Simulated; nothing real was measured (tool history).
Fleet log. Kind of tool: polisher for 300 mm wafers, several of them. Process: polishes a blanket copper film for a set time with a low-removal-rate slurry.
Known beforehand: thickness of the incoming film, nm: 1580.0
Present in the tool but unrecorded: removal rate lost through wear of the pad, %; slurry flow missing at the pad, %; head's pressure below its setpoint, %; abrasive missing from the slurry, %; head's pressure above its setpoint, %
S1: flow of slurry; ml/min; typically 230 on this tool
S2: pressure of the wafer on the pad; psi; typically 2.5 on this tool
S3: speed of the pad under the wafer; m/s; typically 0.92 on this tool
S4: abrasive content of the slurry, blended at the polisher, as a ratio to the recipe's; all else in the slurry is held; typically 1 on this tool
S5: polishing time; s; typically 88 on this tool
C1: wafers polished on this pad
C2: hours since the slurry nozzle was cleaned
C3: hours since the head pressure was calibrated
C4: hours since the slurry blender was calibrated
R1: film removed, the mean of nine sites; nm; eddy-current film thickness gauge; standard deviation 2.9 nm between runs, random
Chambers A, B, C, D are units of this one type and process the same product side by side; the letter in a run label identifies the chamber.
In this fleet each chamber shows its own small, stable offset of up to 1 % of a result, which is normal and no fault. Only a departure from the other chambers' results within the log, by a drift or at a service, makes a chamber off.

run	hour	S1	S2	S3	S4	S5	C1	C2	C3	C4	R1
# hour 2.5: chamber A: worn pad replaced by a new one
1C	8.7	230	2.5	0.92	1	88	338	277.3	15.1	50.5	195.13
2D	18.8	230	2.5	0.92	1	88	410	218.6	231.8	188.4	197.79
3A	29.9	230	2.5	0.92	1	88	318	758.7	614.5	427.4	197.1
# hour 31.3: chamber D: slurry blender recalibrated
# hour 35.8: chamber C: worn pad replaced by a new one
4B	36	230	2.5	0.92	1	88	868	532	575.7	141.4	197.51
5C	47.2	230	2.5	0.92	1	88	132	315.8	53.6	89	193.79
# hour 50.5: chamber D: worn pad replaced by a new one
6B	57.1	230	2.5	0.92	1	88	1113	553.1	596.8	162.5	199.01
# hour 58.7: chamber B: worn pad replaced by a new one
# hour 62.6: chamber D: slurry nozzle cleaned
7D	65.6	230	2.5	0.92	1	88	175	3	278.6	34.4	201.83
8A	75.2	230	2.5	0.92	1	88	843	804	659.8	472.7	192.56
# hour 81.8: chamber A: worn pad replaced by a new one
9C	82.6	230	2.5	0.92	1	88	543	351.2	89	124.4	194.79
# hour 83.7: chamber B: slurry blender recalibrated
10D	91.1	230	2.5	0.92	1	88	471	28.5	304.1	59.9	193.44
# hour 99.1: chamber C: worn pad replaced by a new one
11B	99.5	230	2.5	0.92	1	88	474	595.5	639.2	15.9	197.87
12A	109.5	230	2.5	0.92	1	88	321	838.3	694.1	507	194.5
# hour 109.6: chamber A: slurry blender recalibrated
# hour 111.8: chamber A: slurry nozzle cleaned
13C	115	230	2.5	0.92	1	88	185	383.6	121.4	156.8	194.06
# hour 119.6: chamber D: worn pad replaced by a new one
14D	126.2	230	1.7	0.92	1	88	76	63.6	339.2	95	136.97
15A	134.1	230	1.7	0.92	1	88	607	22.4	718.7	24.5	129.54
# hour 137: chamber C: slurry blender recalibrated
# hour 143.2: chamber A: worn pad replaced by a new one
16B	143.5	230	1.7	0.92	1	88	984	639.5	683.2	59.9	131.89
17A	152	230	1.7	0.92	1	88	102	40.3	736.6	42.4	131.29
# hour 161.2: chamber C: worn pad replaced by a new one
18C	161.5	275	2.5	0.92	1	107	4	430.1	167.9	24.5	244.06
# hour 170.8: chamber B: worn pad replaced by a new one
19B	171.2	275	2.5	0.92	1	107	5	667.2	710.9	87.6	247.32
20D	181.5	275	2.5	0.92	1	107	718	118.9	394.5	150.3	247.3
21D	189.3	275	2.5	0.92	1	107	808	126.7	402.3	158.1	247.22
22B	195.8	230	2.5	0.92	1	88	290	691.8	735.5	112.2	195.46
# hour 196.2: chamber D: worn pad replaced by a new one
23C	202.2	230	2.5	0.92	1	88	476	470.8	208.6	65.2	199.41
24A	209.3	230	2.5	0.92	1	88	767	97.6	793.9	99.7	189.13
# hour 215.3: chamber A: worn pad replaced by a new one
25D	220.3	230	2.5	0.92	1	88	279	157.7	433.3	189.1	202.3
# hour 228.1: chamber C: worn pad replaced by a new one
26A	231.5	230	2.5	0.92	1	77	189	119.8	816.1	121.9	162.37
# hour 232.9: chamber D: slurry blender recalibrated
27B	242.6	230	2.5	0.92	1	77	833	738.6	782.3	159	175.11
28C	253	230	2.5	0.92	1	77	289	521.6	259.4	116	170.26
# hour 259.3: chamber C: head pressure recalibrated
# hour 261.9: chamber B: worn pad replaced by a new one
29D	262	230	2.5	0.92	1	77	763	199.4	475	29.2	169.72
# hour 262.2: chamber D: worn pad replaced by a new one
30B	267.8	230	2.5	0.92	1	88	68	763.8	807.5	184.2	200.02
31C	276	230	2.5	0.92	1	88	556	544.6	16.7	139	199.22
# hour 280.2: chamber A: worn pad replaced by a new one
32A	281.8	230	2.5	0.92	1	88	19	170.1	866.4	172.2	174.94
33A	292.5	230	2.5	0.92	1	88	143	180.8	877.1	182.9	180.98
# hour 292.6: chamber C: worn pad replaced by a new one
34D	298.9	180	2.5	0.92	1	63	426	236.3	511.9	66.1	135.49
35C	305	180	2.5	0.92	1	63	144	573.6	45.7	168	135.96
# hour 306.9: chamber B: slurry blender recalibrated
36B	314.4	180	2.5	0.92	1	63	609	810.4	854.1	7.6	139.31
37A	322.4	180	2.5	0.92	1	63	490	210.7	907	212.8	121.19

Predict what each chamber gives when all 4 of them run the settings below next.
38A	330.5	230	3.3	0.92	1	88					?
38B	330.5	230	3.3	0.92	1	88					?
38C	330.5	230	3.3	0.92	1	88					?
38D	330.5	230	3.3	0.92	1	88					?

run	R1
38A	228.93
38B	262.06
38C	251
38D	265.75

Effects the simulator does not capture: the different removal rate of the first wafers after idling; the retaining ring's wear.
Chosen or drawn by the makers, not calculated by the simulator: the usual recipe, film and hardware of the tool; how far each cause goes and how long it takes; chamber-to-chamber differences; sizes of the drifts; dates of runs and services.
